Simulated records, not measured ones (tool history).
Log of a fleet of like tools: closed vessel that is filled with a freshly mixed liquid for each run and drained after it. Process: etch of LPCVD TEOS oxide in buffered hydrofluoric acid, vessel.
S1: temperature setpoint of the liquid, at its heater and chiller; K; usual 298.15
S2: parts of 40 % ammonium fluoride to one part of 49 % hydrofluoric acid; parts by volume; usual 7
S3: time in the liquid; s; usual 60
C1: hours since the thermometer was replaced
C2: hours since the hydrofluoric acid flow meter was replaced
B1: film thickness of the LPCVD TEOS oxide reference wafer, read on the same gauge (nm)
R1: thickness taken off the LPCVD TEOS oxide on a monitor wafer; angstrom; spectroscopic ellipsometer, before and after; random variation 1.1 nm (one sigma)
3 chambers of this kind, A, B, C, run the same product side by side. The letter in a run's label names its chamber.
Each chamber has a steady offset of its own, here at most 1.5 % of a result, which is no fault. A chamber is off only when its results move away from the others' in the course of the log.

run,hour,S1,S2,S3,C1,C2,B1,R1
1A,4.8,298.15,7,60,1857.6,16.5,89.992,1413.8
2C,9.9,298.15,7,60,1746,468.9,89.976,1470.1
3B,15.2,298.15,7,60,769.5,254.5,89.929,1449.6
4B,18.7,298.15,7,60,773,258,90.015,1465.2
5A,24.9,298.15,7,60,1877.7,36.6,90.034,1438.3
6C,30,298.15,7,60,1766.1,489,90.014,1450.3
7C,37.2,298.15,7,60,1773.3,496.2,89.978,1442.1
8A,43.8,298.15,7,40,1896.6,55.5,89.991,953.79
9B,47.5,298.15,7,40,801.8,286.8,89.994,974.27
10A,52.7,298.15,7,40,1905.5,64.4,90.015,957.78
11C,59.5,298.15,7,60,1795.6,518.5,89.989,1460.8
12B,64.5,298.15,7,60,818.8,303.8,89.963,1457.4
13C,71.6,298.15,7,60,1807.7,530.6,89.987,1452.5
14A,77.4,298.15,7,60,1930.2,89.1,89.973,1458.4
15B,84.6,298.15,7,60,838.9,323.9,90.008,1425.7
16C,91,298.15,7,60,1827.1,550,89.989,1428.7
17A,96.8,298.15,6,60,1949.6,108.5,89.982,1641.9
18B,103.3,298.15,6,60,857.6,342.6,89.977,1639.7
19B,108,298.15,6,60,862.3,347.3,90.015,1665.2
20C,113.1,298.15,7,60,1849.2,572.1,89.978,1447
21A,119.5,298.15,7,60,1972.3,131.2,90.022,1425.1
22B,125.8,298.15,7,60,880.1,365.1,90.018,1459.5
23C,130.7,293.65,7,60,1866.8,589.7,89.982,1125.4
24A,134.6,293.65,7,60,1987.4,146.3,89.99,1133.8
25A,140.8,293.65,7,60,1993.6,152.5,90.027,1126.9
26B,143.9,298.15,7,60,898.2,383.2,89.964,1460.7
27C,149,298.15,7,60,1885.1,608,90.034,1441.1
28C,156.1,298.15,7,60,1892.2,615.1,89.962,1461.3
29B,159.8,298.15,7,60,914.1,399.1,90.006,1443.9
30A,164.6,298.15,7,60,2017.4,176.3,90.03,1418.2
31B,170.4,298.15,7,60,924.7,409.7,89.965,1453.5
32A,174.1,298.15,7,60,2026.9,185.8,90.029,1427.9
33C,181.3,298.15,7,60,1917.4,640.3,89.997,1440.6
34A,186,298.15,7,60,2038.8,197.7,89.992,1449
35C,190.9,298.15,7,60,1927,649.9,90.01,1433.7
36B,196.7,298.15,7,60,951,436,89.957,1441.9
37C,202.2,298.15,7,60,1938.3,661.2,89.986,1448
38B,205.7,298.15,5,45,960,445,89.998,1437.4

Is one chamber off against the others, does the gauge drift, or is nothing wrong? If a chamber is off, say which, and what the likeliest cause is.

No chamber stands off beyond its own small offset, and the gauge holds steady.
